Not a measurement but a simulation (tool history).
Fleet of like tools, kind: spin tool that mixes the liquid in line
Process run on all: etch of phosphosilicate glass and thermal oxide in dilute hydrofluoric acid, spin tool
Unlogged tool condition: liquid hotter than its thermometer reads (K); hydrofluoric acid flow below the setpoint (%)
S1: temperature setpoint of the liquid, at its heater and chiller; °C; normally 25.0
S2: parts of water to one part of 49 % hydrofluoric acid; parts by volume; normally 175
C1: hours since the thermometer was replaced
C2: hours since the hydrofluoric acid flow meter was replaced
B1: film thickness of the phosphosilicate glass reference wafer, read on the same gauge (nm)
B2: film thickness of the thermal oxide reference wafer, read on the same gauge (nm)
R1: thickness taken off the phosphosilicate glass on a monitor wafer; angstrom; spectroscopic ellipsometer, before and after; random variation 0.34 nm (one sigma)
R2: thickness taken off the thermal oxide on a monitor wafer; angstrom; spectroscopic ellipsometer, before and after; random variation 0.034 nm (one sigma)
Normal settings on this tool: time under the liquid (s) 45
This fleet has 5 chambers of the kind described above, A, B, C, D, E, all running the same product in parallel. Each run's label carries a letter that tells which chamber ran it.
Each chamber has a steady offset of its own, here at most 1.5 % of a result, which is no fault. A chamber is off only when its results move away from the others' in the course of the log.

Run 1C, hour 7.6: usual settings; C1 2470.2; C2 118.9; B1 79.999; B2 89.993. Result: R1 372.80 angstrom, R2 11.7220 angstrom.
Run 2D, hour 13.6: usual settings; C1 1121.0; C2 1142.6; B1 79.973; B2 90.013. Result: R1 382.60 angstrom, R2 11.9220 angstrom.
Run 3A, hour 20.2: usual settings; C1 643.3; C2 857.2; B1 79.990; B2 89.964. Result: R1 379.44 angstrom, R2 12.1810 angstrom.
Run 4E, hour 25.0: usual settings; C1 430.1; C2 490.2; B1 79.982; B2 90.010. Result: R1 375.95 angstrom, R2 11.5120 angstrom.
Run 5B, hour 30.8: usual settings; C1 1176.9; C2 825.9; B1 79.993; B2 89.990. Result: R1 374.50 angstrom, R2 11.8110 angstrom.
Run 6C, hour 37.2: usual settings; C1 2499.8; C2 148.5; B1 80.016; B2 89.990. Result: R1 373.37 angstrom, R2 12.5580 angstrom.
Run 7B, hour 45.9: usual settings; C1 1192.0; C2 841.0; B1 80.009; B2 89.984. Result: R1 377.00 angstrom, R2 12.0320 angstrom.
At hour 54.1: chamber A: thermometer replaced.
Run 8A, hour 54.1: usual settings; C1 0.1; C2 891.1; B1 80.000; B2 89.979. Result: R1 376.25 angstrom, R2 12.0920 angstrom.
Run 9D, hour 61.6: usual settings; C1 1169.0; C2 1190.6; B1 80.008; B2 90.023. Result: R1 381.95 angstrom, R2 12.0050 angstrom.
Run 10E, hour 67.8: usual settings; C1 472.9; C2 533.0; B1 80.002; B2 89.995. Result: R1 380.40 angstrom, R2 12.1610 angstrom.
Run 11E, hour 74.9: usual settings but time under the liquid (s) 25; C1 480.0; C2 540.1; B1 80.011; B2 90.024. Result: R1 209.14 angstrom, R2 6.5381 angstrom.
Run 12B, hour 81.0: usual settings but time under the liquid (s) 25; C1 1227.1; C2 876.1; B1 79.995; B2 90.021. Result: R1 208.76 angstrom, R2 6.7726 angstrom.
At hour 82.2: chamber D: hydrofluoric acid flow meter replaced.
Run 13D, hour 86.2: usual settings but time under the liquid (s) 25; C1 1193.6; C2 4.1; B1 80.003; B2 90.010. Result: R1 211.44 angstrom, R2 6.5866 angstrom.
Run 14C, hour 92.4: usual settings but time under the liquid (s) 25; C1 2555.0; C2 203.7; B1 80.001; B2 89.977. Result: R1 210.94 angstrom, R2 6.7971 angstrom.
Run 15A, hour 99.9: usual settings but time under the liquid (s) 25; C1 45.9; C2 936.9; B1 80.007; B2 89.995. Result: R1 211.49 angstrom, R2 6.8099 angstrom.
Run 16A, hour 105.0: usual settings but S1 21.5 °C; C1 51.0; C2 942.0; B1 79.972; B2 89.981. Result: R1 332.64 angstrom, R2 10.3480 angstrom.
Run 17C, hour 109.6: usual settings but S1 21.5 °C; C1 2572.2; C2 220.9; B1 79.990; B2 89.980. Result: R1 330.83 angstrom, R2 10.1410 angstrom.
At hour 109.9: chamber B: hydrofluoric acid flow meter replaced.
Run 18D, hour 115.5: usual settings but S1 21.5 °C; C1 1222.9; C2 33.4; B1 79.981; B2 89.988. Result: R1 329.62 angstrom, R2 10.2510 angstrom.
Run 19B, hour 124.4: usual settings but S1 21.5 °C; C1 1270.5; C2 14.5; B1 79.996; B2 90.029. Result: R1 329.77 angstrom, R2 10.1070 angstrom.
Run 20E, hour 129.1: usual settings but S1 21.5 °C; C1 534.2; C2 594.3; B1 79.995; B2 90.013. Result: R1 328.37 angstrom, R2 10.5990 angstrom.
Run 21E, hour 136.3: usual settings; C1 541.4; C2 601.5; B1 80.021; B2 90.003. Result: R1 377.51 angstrom, R2 12.0590 angstrom.
Run 22D, hour 141.5: usual settings; C1 1248.9; C2 59.4; B1 80.016; B2 90.024. Result: R1 377.96 angstrom, R2 11.8770 angstrom.
Run 23B, hour 150.2: usual settings but S1 20.5 °C; C1 1296.3; C2 40.3; B1 80.005; B2 90.001. Result: R1 316.45 angstrom, R2 10.0060 angstrom.
Run 24C, hour 158.4: usual settings but S1 20.5 °C; C1 2621.0; C2 269.7; B1 80.018; B2 90.006. Result: R1 319.35 angstrom, R2 9.9277 angstrom.
Run 25A, hour 167.7: usual settings but S1 20.5 °C; C1 113.7; C2 1004.7; B1 79.988; B2 90.003. Result: R1 315.29 angstrom, R2 9.2534 angstrom.
Run 26C, hour 173.3: usual settings but S1 20.5 °C; C1 2635.9; C2 284.6; B1 79.982; B2 89.973. Result: R1 318.51 angstrom, R2 10.1910 angstrom.
Run 27B, hour 179.9: usual settings but S1 20.5 °C; C1 1326.0; C2 70.0; B1 79.977; B2 89.998. Result: R1 317.56 angstrom, R2 9.9427 angstrom.
Run 28A, hour 188.3: usual settings; C1 134.3; C2 1025.3; B1 80.004; B2 89.981. Result: R1 378.17 angstrom, R2 11.7380 angstrom.
Run 29D, hour 193.0: usual settings; C1 1300.4; C2 110.9; B1 79.992; B2 90.010. Result: R1 381.42 angstrom, R2 11.2590 angstrom.
Run 30E, hour 202.3: usual settings; C1 607.4; C2 667.5; B1 79.982; B2 89.974. Result: R1 381.64 angstrom, R2 12.0560 angstrom.
Run 31C, hour 210.5: usual settings but S1 23.5 °C; C1 2673.1; C2 321.8; B1 79.999; B2 90.007. Result: R1 357.48 angstrom, R2 11.1230 angstrom.
Run 32B, hour 217.1: usual settings but S1 23.5 °C; C1 1363.2; C2 107.2; B1 80.004; B2 89.996. Result: R1 357.02 angstrom, R2 11.1330 angstrom.
At hour 218.1: chamber C: thermometer replaced.
Run 33D, hour 221.3: usual settings but S1 23.5 °C; C1 1328.7; C2 139.2; B1 80.013; B2 90.003. Result: R1 358.89 angstrom, R2 11.2650 angstrom.
Run 34A, hour 228.8: usual settings but S1 23.5 °C; C1 174.8; C2 1065.8; B1 80.012; B2 89.966. Result: R1 358.90 angstrom, R2 11.4030 angstrom.
Run 35E, hour 234.9: usual settings but S1 23.5 °C; C1 640.0; C2 700.1; B1 80.012; B2 90.043. Result: R1 354.69 angstrom, R2 11.2330 angstrom.
At hour 236.2: chamber B: thermometer replaced.
Run 36A, hour 240.0: usual settings; C1 186.0; C2 1077.0; B1 79.989; B2 89.979. Result: R1 377.27 angstrom, R2 11.8050 angstrom.
Run 37B, hour 244.6: usual settings; C1 8.4; C2 134.7; B1 80.017; B2 90.013. Result: R1 374.76 angstrom, R2 11.6690 angstrom.
Run 38C, hour 251.1: usual settings; C1 33.0; C2 362.4; B1 79.991; B2 89.976. Result: R1 371.91 angstrom, R2 11.6810 angstrom.
Run 39E, hour 259.1: usual settings; C1 664.2; C2 724.3; B1 79.998; B2 90.003. Result: R1 374.32 angstrom, R2 12.1060 angstrom.

Read the log: is a single chamber off, either drifting away or since a service, is the gauge that measures every chamber drifting, or is nothing wrong beyond small per-chamber offsets? Name any odd chamber and what most likely caused it.

Nothing is wrong: each chamber keeps only its own small, steady offset and the gauge holds still.
